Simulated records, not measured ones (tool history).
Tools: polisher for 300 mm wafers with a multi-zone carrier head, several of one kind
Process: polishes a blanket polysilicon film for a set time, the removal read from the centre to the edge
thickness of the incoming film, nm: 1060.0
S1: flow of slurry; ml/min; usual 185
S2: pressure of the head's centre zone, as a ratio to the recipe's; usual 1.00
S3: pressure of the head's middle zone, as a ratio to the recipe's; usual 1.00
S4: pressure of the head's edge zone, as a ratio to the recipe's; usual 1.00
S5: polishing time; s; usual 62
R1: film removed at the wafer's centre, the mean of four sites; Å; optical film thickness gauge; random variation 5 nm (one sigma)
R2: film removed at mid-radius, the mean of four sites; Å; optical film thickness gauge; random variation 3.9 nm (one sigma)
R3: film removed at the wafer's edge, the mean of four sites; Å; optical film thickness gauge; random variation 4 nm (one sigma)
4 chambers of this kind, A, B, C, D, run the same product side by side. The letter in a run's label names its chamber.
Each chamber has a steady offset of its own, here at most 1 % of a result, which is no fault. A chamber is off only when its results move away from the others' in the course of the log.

run   hour   S1    S2    S3    S4  S5      R1      R2      R3
       0.2  -- chamber A: edge zone pressure recalibrated
 1A   16.6  185  1.00  1.00  1.00  62  3414.4  3416.0  3479.6
      24.1  -- chamber B: worn pad replaced by a new one
 2D   29.4  185  1.00  1.00  1.00  62  3528.2  3541.6  3567.1
      34.7  -- chamber C: edge zone pressure recalibrated
 3C   42.1  185  1.00  1.00  1.00  62  3503.2  3476.2  3442.5
 4B   52.3  185  1.00  1.00  1.00  62  3486.2  3464.4  3531.6
      58.9  -- chamber D: worn pad replaced by a new one
 5C   60.4  185  1.00  1.00  1.00  62  3369.6  3501.4  3426.6
      69.1  -- chamber C: worn pad replaced by a new one
 6B   76.8  185  1.00  1.00  1.00  62  3457.7  3489.1  3485.6
      84.0  -- chamber B: slurry nozzle cleaned
 7A   85.2  185  1.00  1.00  1.00  62  3436.8  3514.8  3410.3
 8D   93.5  185  1.00  1.00  1.00  62  3593.7  3515.0  3519.6
 9B  102.3  185  1.00  1.00  1.00  62  3433.3  3419.3  3471.2
10A  111.3  185  1.00  1.00  1.00  62  3352.7  3489.7  3478.1
11D  127.4  185  1.00  1.00  1.00  69  3832.2  3886.6  3922.4
     127.9  -- chamber B: worn pad replaced by a new one
     134.2  -- chamber D: centre zone pressure recalibrated
     134.6  -- chamber D: worn pad replaced by a new one
12C  135.8  185  1.00  1.00  1.00  69  3885.0  3913.8  3936.4
13D  146.2  185  1.00  1.00  1.00  69  3860.5  3874.0  3923.6
14A  158.6  185  1.00  1.00  1.00  69  3635.4  3815.2  3815.3
     170.2  -- chamber C: worn pad replaced by a new one
     174.2  -- chamber B: centre zone pressure recalibrated
15B  174.5  185  1.00  1.00  1.00  62  3503.2  3507.0  3455.8
16C  187.5  185  1.00  1.00  1.00  62  3409.2  3525.3  3475.8
17C  195.1  185  1.00  1.00  1.00  62  3458.6  3519.7  3436.7
     202.6  -- chamber A: slurry nozzle cleaned
18B  206.6  185  1.00  1.00  1.00  62  3469.4  3405.7  3516.7
     210.3  -- chamber D: worn pad replaced by a new one
19D  213.8  185  1.00  1.00  1.00  62  3506.8  3569.4  3566.1
     213.9  -- chamber C: slurry nozzle cleaned
20A  230.1  210  1.00  1.00  1.09  62  3289.8  3349.8  3550.9
     239.6  -- chamber C: centre zone pressure recalibrated
21A  245.1  210  1.00  1.00  1.09  62  3270.4  3389.0  3485.8
     249.6  -- chamber B: worn pad replaced by a new one
22B  257.3  210  1.00  1.00  1.09  62  3481.5  3556.4  3610.7
     265.0  -- chamber C: worn pad replaced by a new one
23C  273.1  210  1.00  1.00  1.09  62  3600.2  3543.8  3718.0
24D  283.0  185  1.00  1.00  1.00  62  3421.2  3531.0  3545.2
     284.9  -- chamber D: worn pad replaced by a new one
25B  296.5  185  1.00  1.07  1.00  62  3386.5  3622.9  3456.9
     297.1  -- chamber D: slurry nozzle cleaned
26A  310.4  185  1.00  1.07  1.00  62  3152.5  3526.6  3349.8
     318.4  -- chamber B: slurry nozzle cleaned
27C  326.9  185  1.00  1.07  1.00  62  3437.4  3644.3  3529.0
     330.9  -- chamber D: edge zone pressure recalibrated
28D  334.7  185  1.00  1.07  1.00  62  3541.8  3735.9  3494.8
29C  344.9  185  1.00  1.00  1.00  62  3584.0  3392.2  3437.3
     354.9  -- chamber B: worn pad replaced by a new one
30B  356.7  185  1.00  1.00  1.00  62  3529.8  3420.8  3525.8
     357.0  -- chamber D: worn pad replaced by a new one
     364.5  -- chamber C: worn pad replaced by a new one
31A  365.9  185  1.00  1.00  1.00  62  3133.4  3178.4  3222.0
32D  378.8  185  1.00  1.00  1.00  62  3438.8  3508.6  3512.5
33C  388.9  185  1.00  1.00  1.00  62  3418.5  3488.4  3532.7
34D  396.8  185  1.00  1.00  1.00  62  3597.7  3518.9  3488.4
35B  411.3  185  1.11  1.00  1.07  62  3733.8  3460.9  3597.9

Is one chamber off against the others, does the gauge drift, or is nothing wrong? If a chamber is off, say which, and what the likeliest cause is.

Chamber A drifts away from the others.
Cause: removal rate lost through wear of the pad, % = 9.3.

Here are 4 candidates for chamber A's next run, each the usual settings with a change, their results left as question marks. Which one brings its results back in line with what the others give on the usual settings?
In line means no further than this from the other chambers' mean on the usual settings: R1 170.0 Å; R2 140.0 Å; R3 140.0 Å
36A-1  423.2  185  1.01  1.00  1.00  68   ?   ?   ?
36A-2  423.2  190  1.01  1.00  1.01  74   ?   ?   ?
36A-3  423.2  180  0.99  1.00  1.00  52   ?   ?   ?
36A-4  423.2  185  0.99  1.00  1.00  56   ?   ?   ?

The other chambers' mean on the usual settings: R1 3459.7 Å; R2 3484.0 Å; R3 3485.3 Å
  run      R1      R2      R3
36A-1  3467.7  3461.5  3459.7
36A-2  3790.8  3782.1  3795.7
36A-3  2582.8  2636.1  2637.4
36A-4  2794.8  2851.0  2849.1
36A-1 brings the chamber back in line.

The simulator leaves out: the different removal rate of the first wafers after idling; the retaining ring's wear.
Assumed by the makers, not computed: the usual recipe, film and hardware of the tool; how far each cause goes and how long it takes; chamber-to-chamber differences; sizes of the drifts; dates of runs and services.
